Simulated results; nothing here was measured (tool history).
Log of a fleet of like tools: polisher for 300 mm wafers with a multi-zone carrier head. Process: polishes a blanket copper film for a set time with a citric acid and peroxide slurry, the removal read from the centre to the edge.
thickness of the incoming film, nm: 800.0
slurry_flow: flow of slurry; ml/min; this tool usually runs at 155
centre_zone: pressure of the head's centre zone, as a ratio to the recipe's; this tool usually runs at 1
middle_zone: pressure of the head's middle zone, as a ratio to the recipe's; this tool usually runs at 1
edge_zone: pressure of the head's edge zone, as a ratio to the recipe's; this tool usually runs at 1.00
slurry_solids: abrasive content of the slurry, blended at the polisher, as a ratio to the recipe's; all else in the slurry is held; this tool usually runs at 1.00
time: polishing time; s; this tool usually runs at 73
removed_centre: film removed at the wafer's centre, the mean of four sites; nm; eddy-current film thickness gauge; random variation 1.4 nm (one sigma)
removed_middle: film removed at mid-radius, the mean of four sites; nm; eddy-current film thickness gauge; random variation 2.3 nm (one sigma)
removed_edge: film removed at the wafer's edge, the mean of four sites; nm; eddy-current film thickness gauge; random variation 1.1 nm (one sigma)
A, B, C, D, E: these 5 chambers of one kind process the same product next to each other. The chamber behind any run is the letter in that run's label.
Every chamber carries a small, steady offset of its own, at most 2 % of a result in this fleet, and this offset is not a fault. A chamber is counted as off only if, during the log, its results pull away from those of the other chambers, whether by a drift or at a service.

| run | hour | slurry_flow | centre_zone | middle_zone | edge_zone | slurry_solids | time | wafers polished on this pad | hours since the slurry nozzle was cleaned | hours since the centre zone pressure was calibrated | hours since the edge zone pressure was calibrated | removed_centre | removed_middle | removed_edge |
|---|---|---|---|---|---|---|---|---|---|---|---|---|---|---|
| 1D | 5.8 | 155 | 1 | 1 | 1.00 | 1.00 | 73 | 789 | 614.2 | 554.1 | 741.0 | 156.83 | 159.76 | 157.39 |
|  | 8.7 | chamber D: worn pad replaced by a new one |
| 2A | 12.0 | 155 | 1 | 1 | 1.00 | 1.00 | 73 | 291 | 180.0 | 440.8 | 215.0 | 157.15 | 158.15 | 159.85 |
|  | 13.0 | chamber E: worn pad replaced by a new one |
|  | 17.0 | chamber E: centre zone pressure recalibrated |
| 3C | 17.4 | 155 | 1 | 1 | 1.00 | 1.00 | 73 | 1191 | 653.7 | 114.3 | 376.6 | 161.79 | 159.50 | 158.72 |
| 4E | 22.7 | 155 | 1 | 1 | 1.00 | 1.00 | 73 | 121 | 208.1 | 5.7 | 25.2 | 159.41 | 159.47 | 159.70 |
| 5B | 27.8 | 155 | 1 | 1 | 1.00 | 1.00 | 73 | 1413 | 212.4 | 637.2 | 1174.1 | 161.86 | 157.17 | 156.97 |
|  | 27.9 | chamber C: worn pad replaced by a new one |
|  | 31.7 | chamber B: worn pad replaced by a new one |
|  | 32.6 | chamber D: centre zone pressure recalibrated |
| 6E | 34.1 | 155 | 1 | 1 | 1.00 | 1.00 | 73 | 262 | 219.5 | 17.1 | 36.6 | 161.38 | 160.00 | 161.04 |
| 7A | 39.3 | 155 | 1 | 1 | 1.00 | 1.00 | 73 | 630 | 207.3 | 468.1 | 242.3 | 158.59 | 159.16 | 158.24 |
| 8D | 44.8 | 155 | 1 | 1 | 1.00 | 1.00 | 73 | 448 | 653.2 | 12.3 | 780.0 | 156.80 | 157.19 | 159.64 |
|  | 45.8 | chamber A: worn pad replaced by a new one |
| 9C | 48.4 | 155 | 1 | 1 | 1.00 | 1.00 | 73 | 254 | 684.7 | 145.3 | 407.6 | 160.64 | 159.46 | 157.10 |
| 10B | 54.0 | 155 | 1 | 1 | 1.00 | 1.00 | 73 | 277 | 238.6 | 663.4 | 1200.3 | 162.56 | 159.16 | 157.22 |
|  | 55.3 | chamber C: slurry nozzle cleaned |
| 11E | 59.9 | 155 | 1 | 1 | 1.00 | 1.00 | 73 | 582 | 245.3 | 42.9 | 62.4 | 162.42 | 161.32 | 160.51 |
| 12A | 65.1 | 155 | 1 | 1 | 0.96 | 1.00 | 73 | 239 | 233.1 | 493.9 | 268.1 | 159.03 | 157.69 | 155.48 |
| 13B | 68.6 | 155 | 1 | 1 | 0.96 | 1.00 | 73 | 458 | 253.2 | 678.0 | 1214.9 | 163.04 | 158.72 | 154.76 |
| 14C | 73.1 | 155 | 1 | 1 | 0.96 | 1.00 | 73 | 561 | 17.8 | 170.0 | 432.3 | 159.69 | 160.58 | 155.29 |
| 15D | 76.7 | 155 | 1 | 1 | 0.96 | 1.00 | 73 | 844 | 685.1 | 44.2 | 811.9 | 156.30 | 158.33 | 152.78 |
|  | 78.7 | chamber D: worn pad replaced by a new one |
| 16B | 82.1 | 155 | 1 | 1 | 0.96 | 1.00 | 73 | 626 | 266.7 | 691.5 | 1228.4 | 161.76 | 157.87 | 154.20 |
|  | 87.8 | chamber E: worn pad replaced by a new one |
| 17D | 88.7 | 155 | 1 | 1 | 1.00 | 1.00 | 73 | 124 | 697.1 | 56.2 | 823.9 | 155.94 | 159.60 | 157.39 |
| 18C | 91.7 | 155 | 1 | 1 | 1.00 | 1.00 | 73 | 792 | 36.4 | 188.6 | 450.9 | 159.05 | 159.04 | 159.34 |
| 19E | 95.7 | 155 | 1 | 1 | 1.00 | 1.00 | 73 | 98 | 281.1 | 78.7 | 98.2 | 160.61 | 155.69 | 158.39 |
|  | 98.7 | chamber A: worn pad replaced by a new one |
| 20A | 99.0 | 155 | 1 | 1 | 1.00 | 1.00 | 73 | 4 | 267.0 | 527.8 | 302.0 | 154.56 | 154.52 | 157.00 |
| 21D | 102.3 | 155 | 1 | 1 | 1.00 | 1.00 | 73 | 293 | 710.7 | 69.8 | 837.5 | 155.02 | 157.87 | 156.81 |
| 22A | 108.3 | 155 | 1 | 1 | 1.00 | 1.00 | 73 | 120 | 276.3 | 537.1 | 311.3 | 153.87 | 154.37 | 154.71 |
| 23C | 113.1 | 155 | 1 | 1 | 1.00 | 1.00 | 73 | 1057 | 57.8 | 210.0 | 472.3 | 158.90 | 160.16 | 157.94 |
| 24B | 118.7 | 155 | 1 | 1 | 1.00 | 1.00 | 73 | 1080 | 303.3 | 728.1 | 1265.0 | 160.39 | 156.28 | 159.38 |
| 25E | 125.0 | 155 | 1 | 1 | 1.00 | 1.00 | 73 | 461 | 310.4 | 108.0 | 127.5 | 161.64 | 161.72 | 157.95 |
| 26C | 127.9 | 155 | 1 | 1 | 1.00 | 0.75 | 73 | 1241 | 72.6 | 224.8 | 487.1 | 150.07 | 149.43 | 148.27 |
|  | 130.0 | chamber C: worn pad replaced by a new one |
| 27B | 133.9 | 155 | 1 | 1 | 1.00 | 0.75 | 73 | 1269 | 318.5 | 743.3 | 1280.2 | 152.34 | 149.84 | 147.40 |
| 28D | 136.9 | 155 | 1 | 1 | 1.00 | 0.75 | 73 | 722 | 745.3 | 104.4 | 872.1 | 148.12 | 146.11 | 146.39 |
| 29A | 140.0 | 155 | 1 | 1 | 1.00 | 0.75 | 73 | 513 | 308.0 | 568.8 | 343.0 | 136.12 | 140.92 | 142.95 |
|  | 141.6 | chamber D: slurry nozzle cleaned |
| 30E | 144.0 | 155 | 1 | 1 | 1.00 | 0.75 | 73 | 697 | 329.4 | 127.0 | 146.5 | 151.68 | 148.76 | 151.35 |
|  | 146.1 | chamber D: worn pad replaced by a new one |
|  | 148.4 | chamber B: worn pad replaced by a new one |
| 31A | 150.3 | 155 | 1 | 1 | 1.00 | 1.00 | 73 | 641 | 318.3 | 579.1 | 353.3 | 146.52 | 149.13 | 149.43 |
| 32E | 155.2 | 155 | 1 | 1 | 1.00 | 1.00 | 73 | 836 | 340.6 | 138.2 | 157.7 | 160.11 | 161.53 | 157.34 |
| 33D | 161.1 | 155 | 1 | 1 | 1.00 | 1.00 | 73 | 186 | 19.6 | 128.6 | 896.3 | 157.04 | 162.91 | 158.06 |
| 34B | 164.2 | 155 | 1 | 1 | 1.00 | 1.00 | 73 | 196 | 348.8 | 773.6 | 1310.5 | 163.27 | 155.27 | 159.89 |
| 35C | 170.2 | 155 | 1 | 1 | 1.00 | 1.00 | 73 | 499 | 114.9 | 267.1 | 529.4 | 157.41 | 160.02 | 158.21 |
| 36C | 173.2 | 155 | 1 | 1 | 1.00 | 1.00 | 73 | 536 | 117.9 | 270.1 | 532.4 | 158.66 | 163.36 | 156.55 |
| 37B | 178.6 | 130 | 1 | 1 | 0.91 | 1.00 | 73 | 375 | 363.2 | 788.0 | 1324.9 | 155.02 | 152.62 | 147.73 |
| 38D | 182.7 | 130 | 1 | 1 | 0.91 | 1.00 | 73 | 454 | 41.2 | 150.2 | 917.9 | 153.84 | 153.09 | 146.72 |

Is one chamber out of step, is the gauge drifting, or do the chambers differ by no more than their own small offsets? For an off chamber, give its letter and the likeliest cause.

Little by little, chamber A moves away from the other chambers.
Likeliest cause: slurry flow missing at the pad, % = 37.7.

Below are 4 candidate recipes for chamber A's next run, each the usual settings with a change, their results shown as question marks. Which of them brings A's results back in line with what the other chambers give on the usual settings?
In-line tolerance around the mean of the other chambers on the usual settings: removed_centre 4.80 nm; removed_middle 7.90 nm; removed_edge 4.00 nm
| 39A-1 | 187.4 | 135 | 0.93 | 0.96 | 1.05 | 1.00 | 63 |  |  |  |  | ? | ? | ? |
| 39A-2 | 187.4 | 145 | 0.96 | 0.98 | 1.02 | 1.00 | 68 |  |  |  |  | ? | ? | ? |
| 39A-3 | 187.4 | 165 | 1.04 | 1.02 | 0.98 | 1.00 | 78 |  |  |  |  | ? | ? | ? |
| 39A-4 | 187.4 | 180 | 1.07 | 1.04 | 0.95 | 1.00 | 84 |  |  |  |  | ? | ? | ? |

Average result of the remaining chambers running the usual settings: removed_centre 159.60 nm; removed_middle 159.17 nm; removed_edge 158.56 nm
| run | removed_centre | removed_middle | removed_edge |
|---|---|---|---|
| 39A-1 | 105.18 | 112.85 | 126.00 |
| 39A-2 | 120.78 | 127.01 | 135.97 |
| 39A-3 | 158.00 | 156.91 | 156.65 |
| 39A-4 | 180.23 | 176.02 | 168.65 |
39A-3 brings the chamber back in line.

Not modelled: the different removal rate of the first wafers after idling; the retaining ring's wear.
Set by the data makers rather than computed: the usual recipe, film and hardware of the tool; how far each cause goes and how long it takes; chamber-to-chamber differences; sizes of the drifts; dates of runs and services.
